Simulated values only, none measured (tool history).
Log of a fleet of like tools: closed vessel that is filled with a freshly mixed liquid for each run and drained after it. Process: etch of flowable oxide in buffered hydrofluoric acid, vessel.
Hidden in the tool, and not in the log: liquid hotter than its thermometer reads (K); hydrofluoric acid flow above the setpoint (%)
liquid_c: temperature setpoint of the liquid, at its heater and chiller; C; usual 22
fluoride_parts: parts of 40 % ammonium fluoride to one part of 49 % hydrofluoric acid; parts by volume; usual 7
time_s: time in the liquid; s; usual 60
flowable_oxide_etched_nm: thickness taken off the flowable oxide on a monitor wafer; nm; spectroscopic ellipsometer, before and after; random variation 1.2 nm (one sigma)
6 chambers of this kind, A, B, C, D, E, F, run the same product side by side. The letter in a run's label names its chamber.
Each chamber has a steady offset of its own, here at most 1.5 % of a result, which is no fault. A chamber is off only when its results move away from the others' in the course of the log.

| run | hour | liquid_c | fluoride_parts | time_s | hours since the thermometer was replaced | hours since the hydrofluoric acid flow meter was replaced | read-back film thickness of the flowable oxide reference wafer, read on the same gauge (nm) | flowable_oxide_etched_nm |
|---|---|---|---|---|---|---|---|---|
| 1B | 7.1 | 22 | 7 | 60 | 21.9 | 672.3 | 49.981 | 200.42 |
| 2D | 20.3 | 22 | 7 | 60 | 388.2 | 781.9 | 49.99 | 199.65 |
| 3C | 32.7 | 22 | 7 | 60 | 790.1 | 147.5 | 50.013 | 200.22 |
| 4E | 45.4 | 22 | 7 | 60 | 128.7 | 149.6 | 50.021 | 200.81 |
| 5A | 58.6 | 22 | 7 | 60 | 545.2 | 607.7 | 50.028 | 200.06 |
| 6F | 65.9 | 19.5 | 7 | 35 | 1981.2 | 615.6 | 50.013 | 102.31 |
| 7D | 75.2 | 19.5 | 7 | 35 | 443.1 | 836.8 | 49.978 | 101.62 |
| 8E | 88.1 | 19.5 | 7 | 35 | 171.4 | 192.3 | 49.985 | 101.91 |
| 9B | 95.2 | 19.5 | 7 | 35 | 110 | 760.4 | 49.999 | 100.8 |
| 10F | 105.3 | 19.5 | 7 | 35 | 2020.6 | 655 | 50.026 | 101.76 |
| 11C | 111.3 | 19.5 | 7 | 35 | 868.7 | 226.1 | 49.984 | 101.09 |
|  | 116.3 | chamber F: thermometer replaced |
| 12A | 117.7 | 22 | 7 | 60 | 604.3 | 666.8 | 50.006 | 200.75 |
| 13F | 131 | 22 | 7 | 60 | 14.8 | 680.7 | 49.982 | 200.43 |
| 14A | 138.4 | 22 | 7 | 60 | 625 | 687.5 | 49.993 | 203.24 |
| 15D | 145.8 | 22 | 7 | 60 | 513.7 | 907.4 | 50.035 | 199.92 |
| 16C | 152.6 | 22 | 7 | 60 | 910 | 267.4 | 50.001 | 200.7 |
|  | 159.6 | chamber F: hydrofluoric acid flow meter replaced |
| 17E | 163.6 | 22 | 7 | 60 | 246.9 | 267.8 | 49.973 | 200.14 |
| 18B | 171.9 | 22 | 7 | 60 | 186.7 | 837.1 | 50.003 | 199.68 |
| 19C | 184.5 | 22 | 7 | 60 | 941.9 | 299.3 | 49.973 | 197.4 |
| 20D | 190.7 | 18.5 | 5 | 60 | 558.6 | 952.3 | 49.989 | 219.77 |
| 21E | 197.1 | 18.5 | 5 | 60 | 280.4 | 301.3 | 49.976 | 220.03 |
| 22A | 205.9 | 18.5 | 5 | 60 | 692.5 | 755 | 49.965 | 224.06 |
| 23B | 215.9 | 18.5 | 5 | 60 | 230.7 | 881.1 | 49.966 | 219.42 |
| 24F | 228.9 | 18.5 | 5 | 60 | 112.7 | 69.3 | 49.999 | 218.17 |
| 25F | 241.9 | 18.5 | 5 | 60 | 125.7 | 82.3 | 49.965 | 221.15 |
| 26A | 254.8 | 22 | 7 | 60 | 741.4 | 803.9 | 50.004 | 202.2 |
| 27C | 266.3 | 22 | 7 | 60 | 1023.7 | 381.1 | 50.004 | 200.03 |
| 28B | 276.8 | 22 | 7 | 60 | 291.6 | 942 | 49.973 | 201.33 |
| 29D | 286.2 | 22 | 7 | 60 | 654.1 | 1047.8 | 49.952 | 200.96 |
| 30E | 298.4 | 22 | 7 | 60 | 381.7 | 402.6 | 50.002 | 200.87 |
| 31C | 304.8 | 22 | 7 | 60 | 1062.2 | 419.6 | 50.004 | 202.76 |
| 32B | 311.6 | 22 | 7 | 60 | 326.4 | 976.8 | 50.013 | 202.1 |
| 33F | 321.1 | 22 | 7 | 60 | 204.9 | 161.5 | 50.013 | 200.45 |
| 34E | 333.3 | 22 | 7 | 60 | 416.6 | 437.5 | 49.997 | 200.13 |
| 35A | 343 | 22 | 7 | 60 | 829.6 | 892.1 | 50.004 | 202.63 |
| 36D | 350.9 | 22 | 7 | 60 | 718.8 | 1112.5 | 49.994 | 198.68 |
| 37A | 362.3 | 22 | 7 | 60 | 848.9 | 911.4 | 49.984 | 200.34 |
| 38F | 371 | 22 | 7 | 60 | 254.8 | 211.4 | 49.992 | 201.17 |
| 39B | 379.3 | 22 | 7 | 60 | 394.1 | 1044.5 | 50.03 | 199.63 |
| 40C | 388.5 | 22 | 7 | 60 | 1145.9 | 503.3 | 50.02 | 198.71 |
| 41E | 397.5 | 22 | 7 | 60 | 480.8 | 501.7 | 49.959 | 200.53 |

Is one chamber off against the others, does the gauge drift, or is nothing wrong? If a chamber is off, say which, and what the likeliest cause is.

No chamber stands off beyond its own small offset, and the gauge holds steady.
